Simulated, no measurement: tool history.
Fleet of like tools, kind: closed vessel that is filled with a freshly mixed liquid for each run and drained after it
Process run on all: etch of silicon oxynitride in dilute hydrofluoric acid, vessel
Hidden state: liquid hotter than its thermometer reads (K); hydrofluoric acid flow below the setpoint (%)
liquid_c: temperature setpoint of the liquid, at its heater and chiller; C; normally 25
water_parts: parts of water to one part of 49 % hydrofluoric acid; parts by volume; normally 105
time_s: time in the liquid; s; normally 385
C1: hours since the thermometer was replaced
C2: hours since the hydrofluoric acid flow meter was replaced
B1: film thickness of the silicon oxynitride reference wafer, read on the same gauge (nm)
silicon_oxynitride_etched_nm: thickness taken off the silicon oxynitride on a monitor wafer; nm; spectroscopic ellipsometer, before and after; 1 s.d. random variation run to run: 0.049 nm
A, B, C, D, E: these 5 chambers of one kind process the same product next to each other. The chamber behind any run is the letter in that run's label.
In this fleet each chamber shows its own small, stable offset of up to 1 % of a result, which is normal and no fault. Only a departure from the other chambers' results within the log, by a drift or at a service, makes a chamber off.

{"run": "1D", "hour": 8.0, "liquid_c": 25, "water_parts": 105, "time_s": 385, "C1": 1709.4, "C2": 873.8, "B1": 50.031, "silicon_oxynitride_etched_nm": 14.597}
{"run": "2E", "hour": 16.7, "liquid_c": 25, "water_parts": 105, "time_s": 385, "C1": 452.3, "C2": 438, "B1": 50.012, "silicon_oxynitride_etched_nm": 14.386}
{"run": "3B", "hour": 25.7, "liquid_c": 25, "water_parts": 105, "time_s": 385, "C1": 826.3, "C2": 1578.6, "B1": 49.98, "silicon_oxynitride_etched_nm": 14.498}
{"hour": 32.6, "done": "chamber B: hydrofluoric acid flow meter replaced"}
{"run": "4A", "hour": 35.3, "liquid_c": 25, "water_parts": 105, "time_s": 385, "C1": 122.3, "C2": 2187.3, "B1": 50.002, "silicon_oxynitride_etched_nm": 14.59}
{"run": "5C", "hour": 42.4, "liquid_c": 25, "water_parts": 105, "time_s": 385, "C1": 1686.7, "C2": 149.5, "B1": 50.002, "silicon_oxynitride_etched_nm": 14.575}
{"run": "6E", "hour": 54.2, "liquid_c": 25, "water_parts": 65, "time_s": 490, "C1": 489.8, "C2": 475.5, "B1": 49.981, "silicon_oxynitride_etched_nm": 30.79}
{"run": "7D", "hour": 62.5, "liquid_c": 25, "water_parts": 65, "time_s": 490, "C1": 1763.9, "C2": 928.3, "B1": 50.004, "silicon_oxynitride_etched_nm": 31.337}
{"run": "8B", "hour": 74.6, "liquid_c": 25, "water_parts": 65, "time_s": 490, "C1": 875.2, "C2": 42.1, "B1": 49.991, "silicon_oxynitride_etched_nm": 30.673}
{"run": "9A", "hour": 85.5, "liquid_c": 25, "water_parts": 65, "time_s": 490, "C1": 172.5, "C2": 2237.5, "B1": 50.022, "silicon_oxynitride_etched_nm": 31.328}
{"run": "10C", "hour": 93.5, "liquid_c": 25, "water_parts": 65, "time_s": 490, "C1": 1737.8, "C2": 200.6, "B1": 50, "silicon_oxynitride_etched_nm": 31.338}
{"run": "11D", "hour": 105.7, "liquid_c": 25, "water_parts": 105, "time_s": 385, "C1": 1807.1, "C2": 971.5, "B1": 49.993, "silicon_oxynitride_etched_nm": 14.529}
{"run": "12E", "hour": 111.4, "liquid_c": 25, "water_parts": 105, "time_s": 385, "C1": 547, "C2": 532.7, "B1": 50.033, "silicon_oxynitride_etched_nm": 14.283}
{"run": "13C", "hour": 120.0, "liquid_c": 25, "water_parts": 105, "time_s": 500, "C1": 1764.3, "C2": 227.1, "B1": 50.007, "silicon_oxynitride_etched_nm": 18.889}
{"run": "14B", "hour": 125.9, "liquid_c": 25, "water_parts": 105, "time_s": 500, "C1": 926.5, "C2": 93.4, "B1": 50.019, "silicon_oxynitride_etched_nm": 18.853}
{"run": "15A", "hour": 137.1, "liquid_c": 25, "water_parts": 105, "time_s": 500, "C1": 224.1, "C2": 2289.1, "B1": 50.013, "silicon_oxynitride_etched_nm": 18.983}
{"run": "16E", "hour": 143.9, "liquid_c": 25, "water_parts": 105, "time_s": 500, "C1": 579.5, "C2": 565.2, "B1": 49.992, "silicon_oxynitride_etched_nm": 18.368}
{"run": "17B", "hour": 151.7, "liquid_c": 25, "water_parts": 105, "time_s": 500, "C1": 952.3, "C2": 119.2, "B1": 50, "silicon_oxynitride_etched_nm": 18.826}
{"run": "18C", "hour": 162.7, "liquid_c": 25, "water_parts": 105, "time_s": 385, "C1": 1807, "C2": 269.8, "B1": 50.016, "silicon_oxynitride_etched_nm": 14.584}
{"run": "19A", "hour": 168.8, "liquid_c": 25, "water_parts": 105, "time_s": 385, "C1": 255.8, "C2": 2320.8, "B1": 50.016, "silicon_oxynitride_etched_nm": 14.535}
{"run": "20D", "hour": 178.6, "liquid_c": 25, "water_parts": 105, "time_s": 385, "C1": 1880, "C2": 1044.4, "B1": 49.989, "silicon_oxynitride_etched_nm": 14.511}
{"run": "21D", "hour": 187.6, "liquid_c": 25, "water_parts": 105, "time_s": 385, "C1": 1889, "C2": 1053.4, "B1": 50.011, "silicon_oxynitride_etched_nm": 14.621}
{"hour": 193.1, "done": "chamber E: thermometer replaced"}
{"run": "22E", "hour": 194.1, "liquid_c": 25, "water_parts": 105, "time_s": 595, "C1": 1.1, "C2": 615.4, "B1": 50.01, "silicon_oxynitride_etched_nm": 21.646}
{"run": "23A", "hour": 201.0, "liquid_c": 25, "water_parts": 105, "time_s": 595, "C1": 288, "C2": 2353, "B1": 50.003, "silicon_oxynitride_etched_nm": 22.55}
{"run": "24B", "hour": 207.6, "liquid_c": 25, "water_parts": 105, "time_s": 595, "C1": 1008.2, "C2": 175.1, "B1": 49.988, "silicon_oxynitride_etched_nm": 22.44}
{"run": "25C", "hour": 218.2, "liquid_c": 25, "water_parts": 105, "time_s": 595, "C1": 1862.5, "C2": 325.3, "B1": 50.002, "silicon_oxynitride_etched_nm": 22.543}
{"hour": 222.4, "done": "chamber A: hydrofluoric acid flow meter replaced"}
{"run": "26B", "hour": 230.8, "liquid_c": 25, "water_parts": 105, "time_s": 595, "C1": 1031.4, "C2": 198.3, "B1": 50.005, "silicon_oxynitride_etched_nm": 22.45}
{"run": "27D", "hour": 239.5, "liquid_c": 25, "water_parts": 105, "time_s": 385, "C1": 1940.9, "C2": 1105.3, "B1": 49.999, "silicon_oxynitride_etched_nm": 14.601}
{"run": "28C", "hour": 246.2, "liquid_c": 25, "water_parts": 105, "time_s": 385, "C1": 1890.5, "C2": 353.3, "B1": 49.983, "silicon_oxynitride_etched_nm": 14.713}
{"run": "29E", "hour": 258.2, "liquid_c": 25, "water_parts": 105, "time_s": 385, "C1": 65.2, "C2": 679.5, "B1": 50.004, "silicon_oxynitride_etched_nm": 13.831}
{"run": "30A", "hour": 265.0, "liquid_c": 25, "water_parts": 105, "time_s": 385, "C1": 352, "C2": 42.6, "B1": 49.976, "silicon_oxynitride_etched_nm": 14.587}

Does one chamber stand apart from the rest, does the shared gauge drift, or is all well apart from small per-chamber offsets? Give the chamber and the most likely cause, where there is one.

Little by little, chamber E moves away from the other chambers.
What lies behind it: hydrofluoric acid flow below the setpoint (%) = 4.38.

Below are 4 candidate recipes for chamber E's next run, each the usual settings with a change, their results shown as question marks. Which of them brings E's results back in line with what the other chambers give on the usual settings?
Allowed miss from the other chambers' usual-settings mean, per result, to count as in line: silicon_oxynitride_etched_nm 0.17 nm
{"run": "31E-1", "hour": 274.1, "liquid_c": 25, "water_parts": 105, "time_s": 405, "silicon_oxynitride_etched_nm": "?"}
{"run": "31E-2", "hour": 274.1, "liquid_c": 27, "water_parts": 105, "time_s": 385, "silicon_oxynitride_etched_nm": "?"}
{"run": "31E-3", "hour": 274.1, "liquid_c": 25, "water_parts": 110, "time_s": 370, "silicon_oxynitride_etched_nm": "?"}
{"run": "31E-4", "hour": 274.1, "liquid_c": 25, "water_parts": 110, "time_s": 385, "silicon_oxynitride_etched_nm": "?"}

What the other chambers average on the usual settings: silicon_oxynitride_etched_nm 14.564 nm
run=31E-1 silicon_oxynitride_etched_nm=14.503
run=31E-2 silicon_oxynitride_etched_nm=15.106
run=31E-3 silicon_oxynitride_etched_nm=12.588
run=31E-4 silicon_oxynitride_etched_nm=13.098
31E-1 brings the chamber back in line.
